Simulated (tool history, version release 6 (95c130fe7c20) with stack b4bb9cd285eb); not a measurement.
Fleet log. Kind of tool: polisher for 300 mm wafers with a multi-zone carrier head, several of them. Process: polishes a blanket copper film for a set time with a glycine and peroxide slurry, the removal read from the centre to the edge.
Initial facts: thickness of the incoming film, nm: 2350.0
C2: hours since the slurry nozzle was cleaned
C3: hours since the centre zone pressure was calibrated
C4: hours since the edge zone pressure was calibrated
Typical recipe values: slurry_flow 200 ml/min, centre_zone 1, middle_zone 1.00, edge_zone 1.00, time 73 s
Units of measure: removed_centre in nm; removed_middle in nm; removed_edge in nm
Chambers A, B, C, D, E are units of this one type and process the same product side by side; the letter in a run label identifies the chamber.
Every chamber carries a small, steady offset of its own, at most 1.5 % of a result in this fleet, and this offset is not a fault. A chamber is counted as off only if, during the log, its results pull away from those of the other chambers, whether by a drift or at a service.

Run 1A, hour 4.4: usual settings; wafers polished on this pad 338; C2 213.2; C3 635.0; C4 116.3. Result: removed_centre 480.53 nm, removed_middle 482.42 nm, removed_edge 473.67 nm.
Run 2B, hour 8.0: usual settings; wafers polished on this pad 368; C2 136.9; C3 308.7; C4 28.1. Result: removed_centre 479.00 nm, removed_middle 471.65 nm, removed_edge 480.78 nm.
Run 3D, hour 10.8: usual settings; wafers polished on this pad 317; C2 64.8; C3 777.7; C4 1044.4. Result: removed_centre 471.87 nm, removed_middle 476.70 nm, removed_edge 477.76 nm.
Run 4E, hour 15.7: usual settings; wafers polished on this pad 1189; C2 213.2; C3 20.4; C4 708.6. Result: removed_centre 481.03 nm, removed_middle 483.02 nm, removed_edge 480.36 nm.
Run 5C, hour 18.2: usual settings; wafers polished on this pad 1106; C2 292.2; C3 308.1; C4 334.8. Result: removed_centre 478.29 nm, removed_middle 484.17 nm, removed_edge 488.96 nm.
Run 6E, hour 23.1: usual settings; wafers polished on this pad 1249; C2 220.6; C3 27.8; C4 716.0. Result: removed_centre 479.43 nm, removed_middle 490.72 nm, removed_edge 481.01 nm.
Run 7C, hour 25.9: usual settings; wafers polished on this pad 1168; C2 299.9; C3 315.8; C4 342.5. Result: removed_centre 493.79 nm, removed_middle 487.97 nm, removed_edge 487.82 nm.
Run 8B, hour 30.7: usual settings; wafers polished on this pad 550; C2 159.6; C3 331.4; C4 50.8. Result: removed_centre 480.99 nm, removed_middle 477.49 nm, removed_edge 475.19 nm.
Run 9D, hour 35.4: usual settings; wafers polished on this pad 515; C2 89.4; C3 802.3; C4 1069.0. Result: removed_centre 477.42 nm, removed_middle 482.92 nm, removed_edge 479.51 nm.
At hour 37.3: chamber E: worn pad replaced by a new one.
Run 10A, hour 37.7: usual settings; wafers polished on this pad 606; C2 246.5; C3 668.3; C4 149.6. Result: removed_centre 479.60 nm, removed_middle 485.03 nm, removed_edge 476.42 nm.
Run 11C, hour 42.1: usual settings; wafers polished on this pad 1299; C2 316.1; C3 332.0; C4 358.7. Result: removed_centre 482.09 nm, removed_middle 481.63 nm, removed_edge 482.85 nm.
Run 12A, hour 46.8: usual settings; wafers polished on this pad 679; C2 255.6; C3 677.4; C4 158.7. Result: removed_centre 480.07 nm, removed_middle 483.06 nm, removed_edge 474.38 nm.
Run 13D, hour 49.2: usual settings; wafers polished on this pad 626; C2 103.2; C3 816.1; C4 1082.8. Result: removed_centre 486.07 nm, removed_middle 472.22 nm, removed_edge 482.79 nm.
Run 14E, hour 51.5: usual settings but middle_zone 1.08, time 51 s; wafers polished on this pad 114; C2 249.0; C3 56.2; C4 744.4. Result: removed_centre 338.81 nm, removed_middle 368.46 nm, removed_edge 331.84 nm.
At hour 52.8: chamber C: centre zone pressure recalibrated.
Run 15B, hour 55.2: usual settings but middle_zone 1.08, time 51 s; wafers polished on this pad 748; C2 184.1; C3 355.9; C4 75.3. Result: removed_centre 320.35 nm, removed_middle 355.01 nm, removed_edge 325.48 nm.
At hour 57.8: chamber A: worn pad replaced by a new one.
Run 16D, hour 59.1: usual settings but middle_zone 1.08, time 51 s; wafers polished on this pad 706; C2 113.1; C3 826.0; C4 1092.7. Result: removed_centre 337.90 nm, removed_middle 363.30 nm, removed_edge 331.80 nm.
At hour 61.2: chamber C: worn pad replaced by a new one.
Run 17E, hour 63.4: usual settings but middle_zone 1.08, time 51 s; wafers polished on this pad 210; C2 260.9; C3 68.1; C4 756.3. Result: removed_centre 335.48 nm, removed_middle 363.50 nm, removed_edge 336.56 nm.
Run 18C, hour 67.0: usual settings but middle_zone 1.08, time 51 s; wafers polished on this pad 47; C2 341.0; C3 14.2; C4 383.6. Result: removed_centre 343.08 nm, removed_middle 355.23 nm, removed_edge 331.35 nm.
Run 19A, hour 69.6: usual settings; wafers polished on this pad 95; C2 278.4; C3 700.2; C4 181.5. Result: removed_centre 473.67 nm, removed_middle 484.64 nm, removed_edge 476.49 nm.
Run 20B, hour 73.4: usual settings; wafers polished on this pad 894; C2 202.3; C3 374.1; C4 93.5. Result: removed_centre 460.03 nm, removed_middle 457.77 nm, removed_edge 452.50 nm.
Run 21D, hour 78.5: usual settings; wafers polished on this pad 862; C2 132.5; C3 845.4; C4 1112.1. Result: removed_centre 489.79 nm, removed_middle 480.17 nm, removed_edge 482.18 nm.
Run 22E, hour 83.4: usual settings; wafers polished on this pad 371; C2 280.9; C3 88.1; C4 776.3. Result: removed_centre 481.74 nm, removed_middle 481.99 nm, removed_edge 477.37 nm.
Run 23C, hour 85.8: usual settings; wafers polished on this pad 198; C2 359.8; C3 33.0; C4 402.4. Result: removed_centre 492.08 nm, removed_middle 484.98 nm, removed_edge 482.49 nm.
Run 24B, hour 90.9: usual settings; wafers polished on this pad 1035; C2 219.8; C3 391.6; C4 111.0. Result: removed_centre 436.17 nm, removed_middle 443.20 nm, removed_edge 443.54 nm.
Run 25A, hour 94.4: usual settings; wafers polished on this pad 295; C2 303.2; C3 725.0; C4 206.3. Result: removed_centre 486.97 nm, removed_middle 490.11 nm, removed_edge 480.63 nm.
Run 26C, hour 99.2: usual settings; wafers polished on this pad 306; C2 373.2; C3 46.4; C4 415.8. Result: removed_centre 482.59 nm, removed_middle 480.27 nm, removed_edge 484.95 nm.
At hour 102.5: chamber A: slurry nozzle cleaned.
Run 27D, hour 103.5: usual settings; wafers polished on this pad 1063; C2 157.5; C3 870.4; C4 1137.1. Result: removed_centre 471.65 nm, removed_middle 483.40 nm, removed_edge 485.63 nm.
Run 28E, hour 108.1: usual settings; wafers polished on this pad 570; C2 305.6; C3 112.8; C4 801.0. Result: removed_centre 477.17 nm, removed_middle 493.20 nm, removed_edge 483.99 nm.
At hour 111.4: chamber E: slurry nozzle cleaned.
Run 29A, hour 112.7: usual settings; wafers polished on this pad 442; C2 10.3; C3 743.3; C4 224.6. Result: removed_centre 475.20 nm, removed_middle 482.59 nm, removed_edge 479.34 nm.
Run 30B, hour 116.9: usual settings; wafers polished on this pad 1244; C2 245.8; C3 417.6; C4 137.0. Result: removed_centre 429.36 nm, removed_middle 428.58 nm, removed_edge 434.90 nm.
Run 31E, hour 121.4: usual settings; wafers polished on this pad 677; C2 10.1; C3 126.1; C4 814.3. Result: removed_centre 481.35 nm, removed_middle 481.67 nm, removed_edge 486.37 nm.
Run 32C, hour 124.0: usual settings; wafers polished on this pad 506; C2 398.0; C3 71.2; C4 440.6. Result: removed_centre 494.73 nm, removed_middle 483.08 nm, removed_edge 473.79 nm.
Run 33B, hour 128.1: usual settings but edge_zone 0.96, time 53 s; wafers polished on this pad 1335; C2 257.0; C3 428.8; C4 148.2. Result: removed_centre 302.86 nm, removed_middle 303.11 nm, removed_edge 301.51 nm.

Each of the 5 chambers runs these same settings next. Fill in every chamber's results:
Run 34A, hour 131.8: usual settings. Result: removed_centre ?, removed_middle ?, removed_edge ?.
Run 34B, hour 131.8: usual settings. Result: removed_centre ?, removed_middle ?, removed_edge ?.
Run 34C, hour 131.8: usual settings. Result: removed_centre ?, removed_middle ?, removed_edge ?.
Run 34D, hour 131.8: usual settings. Result: removed_centre ?, removed_middle ?, removed_edge ?.
Run 34E, hour 131.8: usual settings. Result: removed_centre ?, removed_middle ?, removed_edge ?.

run  removed_centre  removed_middle  removed_edge
34A          478.55          477.25        480.73
34B          409.61          422.64        415.14
34C          481.66          476.67        474.38
34D          478.99          477.60        476.49
34E          477.58          489.10        479.24
